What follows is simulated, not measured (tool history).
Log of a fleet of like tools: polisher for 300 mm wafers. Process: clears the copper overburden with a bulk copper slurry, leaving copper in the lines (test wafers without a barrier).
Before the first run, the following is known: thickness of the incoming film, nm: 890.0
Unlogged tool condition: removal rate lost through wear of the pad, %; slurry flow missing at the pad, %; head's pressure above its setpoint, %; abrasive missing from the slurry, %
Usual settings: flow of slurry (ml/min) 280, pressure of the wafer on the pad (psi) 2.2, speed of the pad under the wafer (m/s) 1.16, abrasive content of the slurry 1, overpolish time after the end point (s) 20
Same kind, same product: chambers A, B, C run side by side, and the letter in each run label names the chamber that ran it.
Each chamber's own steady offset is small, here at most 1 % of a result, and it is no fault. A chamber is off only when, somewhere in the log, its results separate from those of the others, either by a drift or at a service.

run,day,flow of slurry (ml/min),pressure of the wafer on the pad (psi),speed of the pad under the wafer (m/s),abrasive content of the slurry,overpolish time after the end point (s),wafers polished on this pad,hours since the slurry nozzle was cleaned,hours since the head pressure was calibrated,hours since the slurry blender was calibrated,time until the end point was called (s),dishing of a wide line in a test structure (nm)
1C,0.329,280,2.2,1.16,1,20,602,337.2,445.2,162.8,102.77,73.884
2A,0.908,280,2.2,1.16,1,20,374,231.3,275.8,32.9,102.1,73.516
# day 0.992: chamber C: slurry nozzle cleaned
3B,1.225,280,2.2,1.16,1,20,884,334.5,233.9,98.9,102.5,71.735
4A,1.783,280,2.2,1.16,1,20,573,252.3,296.8,53.9,102.64,71.332
# day 1.846: chamber C: worn pad replaced by a new one
5C,2.1,280,2.2,1.16,1,20,58,26.6,487.7,205.3,101.17,72.334
# day 2.138: chamber B: worn pad replaced by a new one
6B,2.546,280,2.2,1.16,1,20,93,366.2,265.6,130.6,102.26,73.28
# day 2.804: chamber C: head pressure recalibrated
7A,2.871,280,2.2,1.16,1,20,819,278.4,322.9,80,102.22,70.833
# day 2.971: chamber A: worn pad replaced by a new one
# day 3.379: chamber B: slurry blender recalibrated
8C,3.412,280,2.2,1.16,1,20,355,58.1,14.6,236.8,103.91,72.883
9B,3.862,280,2.2,1.16,1,20,391,397.8,297.2,11.7,101.51,71.443
10C,4.396,280,2.2,1.16,1,20,578,81.7,38.2,260.4,102.82,74.886
11B,4.879,280,2.2,1.16,1,20,622,422.2,321.6,36.1,100.61,71.217
12A,5.371,280,2.2,1.16,1,20,544,338.4,382.9,140,102.63,73.591
13B,5.683,280,2.2,1.16,1,20,804,441.5,340.9,55.4,99.212,72.401
14C,6.275,280,2.2,1.16,1,20,1004,126.8,83.3,305.5,103.43,72.04
# day 6.504: chamber C: worn pad replaced by a new one
15A,6.633,280,2.2,1.16,1,20,830,368.7,413.2,170.3,102.38,73.147
# day 6.729: chamber A: slurry nozzle cleaned
# day 6.829: chamber B: slurry nozzle cleaned
16B,7.067,280,2.2,1.16,1,20,1118,5.7,374.1,88.6,102.52,72.005
# day 7.342: chamber B: worn pad replaced by a new one
17A,7.367,280,2.2,1.16,1,20,996,15.3,430.8,187.9,100.43,73.537
# day 7.383: chamber A: worn pad replaced by a new one
18C,7.825,280,2.2,1.16,1,20,300,164,120.5,342.7,103.26,73.702
19A,8.221,280,2.2,1.16,1,20,190,35.8,451.3,208.4,103,73.364
20C,8.721,280,2.2,1.16,1,20,503,185.5,142,364.2,104.33,73.426
21B,9.212,280,2.2,1.16,1,20,424,57.2,425.6,140.1,101.15,69.549
22C,9.475,280,2.2,1.48,1,20,674,203.6,160.1,382.3,81.628,79.997
23B,9.804,280,2.2,1.48,1,20,558,71.4,439.8,154.3,80.324,78.241
24A,10.133,280,2.2,1.48,1,20,624,81.7,497.2,254.3,79.658,80.953
# day 10.229: chamber B: slurry blender recalibrated
25B,10.725,280,2.2,1.16,1,20,767,93.5,461.9,12,101.93,74.29
26C,11.146,280,2.2,1.16,1,20,1053,243.7,200.2,422.4,106.07,72.152
# day 11.325: chamber C: worn pad replaced by a new one
27A,11.475,280,2.2,1.16,1,20,928,113.9,529.4,286.5,101.47,72.272
28C,11.95,280,2.2,1.16,1,20,142,263,219.5,441.7,106.07,73.941
# day 11.996: chamber A: worn pad replaced by a new one
29A,12.412,280,2.2,1.16,1,20,95,136.4,551.9,309,102.69,72.487
# day 12.762: chamber B: worn pad replaced by a new one
30B,12.775,280,2.2,1.16,1,20,3,142.7,511.1,61.2,101.58,72.595
31A,13.362,280,2.2,1.16,1,20,310,159.2,574.7,331.8,103.13,72.571
32C,13.954,280,2.2,1.16,1,20,596,311.1,267.6,489.8,107.82,71.045
# day 13.975: chamber B: head pressure recalibrated
33B,14.533,280,2.2,1.16,1,20,402,184.9,13.5,103.4,101.74,70.235
34B,14.883,280,2.2,1.16,1,20,481,193.3,21.9,111.8,101.24,71.558
35C,15.221,280,2.2,1.16,1,20,883,341.5,298,520.2,105.62,71.479
36A,15.692,280,2.2,1.16,1,20,838,215.1,630.6,387.7,102.96,74.375
# day 16.038: chamber C: worn pad replaced by a new one
37B,16.067,280,2.2,1.16,1,20,750,221.7,50.3,140.2,101.72,71.102
# day 16.2: chamber C: slurry nozzle cleaned
38A,16.383,280,2.2,1.16,1,20,995,231.7,647.2,404.3,102.67,72.173
# day 16.529: chamber A: worn pad replaced by a new one
39C,16.783,280,2.2,1.16,1,20,169,14.1,335.5,557.7,109.46,70.35
40B,17.329,280,2.2,1.16,1,20,1036,252,80.6,170.5,101.84,70.681
# day 17.567: chamber B: slurry blender recalibrated
41A,17.854,280,2.2,1.16,1,20,300,267,682.5,439.6,101.49,74.51
42C,18.162,280,2.2,1.16,1.3,20,482,47.2,368.6,590.8,102.38,72.428
43C,18.521,280,2.2,1.16,1.3,20,563,55.8,377.2,599.4,103.98,71.408
# day 19: chamber B: worn pad replaced by a new one
44B,19.104,280,2.2,1.16,1.3,20,24,294.6,123.2,37,95.977,74.278

The same settings go to every chamber for the next run, one line per chamber below. Forecast the results for each:
45A,19.529,280,2.2,1.16,1,20,,,,,?,?
45B,19.529,280,2.2,1.16,1,20,,,,,?,?
45C,19.529,280,2.2,1.16,1,20,,,,,?,?

run,time until the end point was called (s),dishing of a wide line in a test structure (nm)
45A,102.93,74.096
45B,100.39,74.05
45C,111.34,69.194

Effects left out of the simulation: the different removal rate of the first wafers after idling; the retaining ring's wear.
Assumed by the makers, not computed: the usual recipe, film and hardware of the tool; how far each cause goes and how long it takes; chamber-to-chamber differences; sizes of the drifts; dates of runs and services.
